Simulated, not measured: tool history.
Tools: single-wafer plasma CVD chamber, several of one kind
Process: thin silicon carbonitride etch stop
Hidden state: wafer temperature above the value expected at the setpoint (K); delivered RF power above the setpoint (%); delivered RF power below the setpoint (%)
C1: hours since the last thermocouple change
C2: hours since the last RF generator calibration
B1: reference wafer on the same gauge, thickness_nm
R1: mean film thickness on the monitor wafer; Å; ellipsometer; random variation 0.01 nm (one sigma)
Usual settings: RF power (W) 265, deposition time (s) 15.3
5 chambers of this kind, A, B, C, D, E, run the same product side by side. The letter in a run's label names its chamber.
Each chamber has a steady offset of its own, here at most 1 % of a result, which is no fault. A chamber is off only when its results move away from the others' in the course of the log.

Run 1E, hour 5.3: usual settings; C1 1454.4; C2 541.9; B1 11.068. Result: R1 94.290 Å.
Run 2D, hour 12.7: usual settings; C1 695.7; C2 552.5; B1 11.069. Result: R1 95.065 Å.
Run 3C, hour 23.7: usual settings; C1 1497.4; C2 1347.5; B1 11.064. Result: R1 94.702 Å.
Run 4A, hour 32.1: usual settings; C1 406.0; C2 999.2; B1 11.065. Result: R1 94.455 Å.
Run 5B, hour 39.9: usual settings; C1 892.6; C2 995.0; B1 11.061. Result: R1 94.225 Å.
Run 6D, hour 50.8: usual settings; C1 733.8; C2 590.6; B1 11.061. Result: R1 95.164 Å.
Run 7A, hour 60.0: usual settings; C1 433.9; C2 1027.1; B1 11.058. Result: R1 94.392 Å.
Run 8C, hour 69.7: usual settings; C1 1543.4; C2 1393.5; B1 11.057. Result: R1 94.603 Å.
Run 9B, hour 79.0: usual settings; C1 931.7; C2 1034.1; B1 11.059. Result: R1 93.992 Å.
Run 10E, hour 87.8: usual settings; C1 1536.9; C2 624.4; B1 11.054. Result: R1 94.106 Å.
At hour 90.3: chamber E: thermocouple changed; heater temperature recalibrated.
Run 11B, hour 95.4: usual settings but deposition time (s) 13.1; C1 948.1; C2 1050.5; B1 11.051. Result: R1 80.627 Å.
Run 12E, hour 106.3: usual settings but deposition time (s) 13.1; C1 16.1; C2 642.9; B1 11.051. Result: R1 80.397 Å.
Run 13A, hour 117.0: usual settings but deposition time (s) 13.1; C1 490.9; C2 1084.1; B1 11.050. Result: R1 80.788 Å.
Run 14D, hour 127.0: usual settings but deposition time (s) 13.1; C1 810.0; C2 666.8; B1 11.049. Result: R1 81.352 Å.
Run 15C, hour 135.0: usual settings but deposition time (s) 13.1; C1 1608.7; C2 1458.8; B1 11.045. Result: R1 80.928 Å.
Run 16D, hour 144.8: usual settings; C1 827.8; C2 684.6; B1 11.044. Result: R1 95.203 Å.
Run 17C, hour 152.5: usual settings; C1 1626.2; C2 1476.3; B1 11.044. Result: R1 94.420 Å.
Run 18A, hour 158.8: usual settings; C1 532.7; C2 1125.9; B1 11.040. Result: R1 94.189 Å.
Run 19B, hour 165.1: usual settings; C1 1017.8; C2 1120.2; B1 11.044. Result: R1 94.096 Å.
Run 20E, hour 173.5: usual settings; C1 83.3; C2 710.1; B1 11.042. Result: R1 93.730 Å.
Run 21D, hour 182.7: usual settings; C1 865.7; C2 722.5; B1 11.036. Result: R1 95.066 Å.
Run 22B, hour 188.3: usual settings; C1 1041.0; C2 1143.4; B1 11.040. Result: R1 93.957 Å.
Run 23E, hour 196.8: usual settings; C1 106.6; C2 733.4; B1 11.037. Result: R1 93.812 Å.
Run 24C, hour 206.4: usual settings; C1 1680.1; C2 1530.2; B1 11.035. Result: R1 94.314 Å.
Run 25A, hour 216.7: usual settings; C1 590.6; C2 1183.8; B1 11.033. Result: R1 94.090 Å.
Run 26E, hour 224.3: usual settings; C1 134.1; C2 760.9; B1 11.032. Result: R1 93.881 Å.
Run 27B, hour 231.0: usual settings but RF power (W) 245, deposition time (s) 13.7; C1 1083.7; C2 1186.1; B1 11.030. Result: R1 82.144 Å.
Run 28C, hour 238.9: usual settings but RF power (W) 245, deposition time (s) 13.7; C1 1712.6; C2 1562.7; B1 11.027. Result: R1 82.302 Å.
Run 29A, hour 247.0: usual settings but RF power (W) 245, deposition time (s) 13.7; C1 620.9; C2 1214.1; B1 11.026. Result: R1 82.307 Å.
Run 30D, hour 253.4: usual settings but RF power (W) 245, deposition time (s) 13.7; C1 936.4; C2 793.2; B1 11.026. Result: R1 82.888 Å.
Run 31B, hour 260.9: usual settings but RF power (W) 245, deposition time (s) 13.7; C1 1113.6; C2 1216.0; B1 11.025. Result: R1 82.138 Å.
Run 32E, hour 267.5: usual settings; C1 177.3; C2 804.1; B1 11.024. Result: R1 93.763 Å.
Run 33C, hour 273.4: usual settings; C1 1747.1; C2 1597.2; B1 11.024. Result: R1 94.467 Å.

All 5 chambers run these settings next. Forecast each chamber's results:
Run 34A, hour 281.3: usual settings. Result: R1 ?.
Run 34B, hour 281.3: usual settings. Result: R1 ?.
Run 34C, hour 281.3: usual settings. Result: R1 ?.
Run 34D, hour 281.3: usual settings. Result: R1 ?.
Run 34E, hour 281.3: usual settings. Result: R1 ?.

run      R1
34A  93.927
34B  93.900
34C  94.293
34D  94.921
34E  93.722
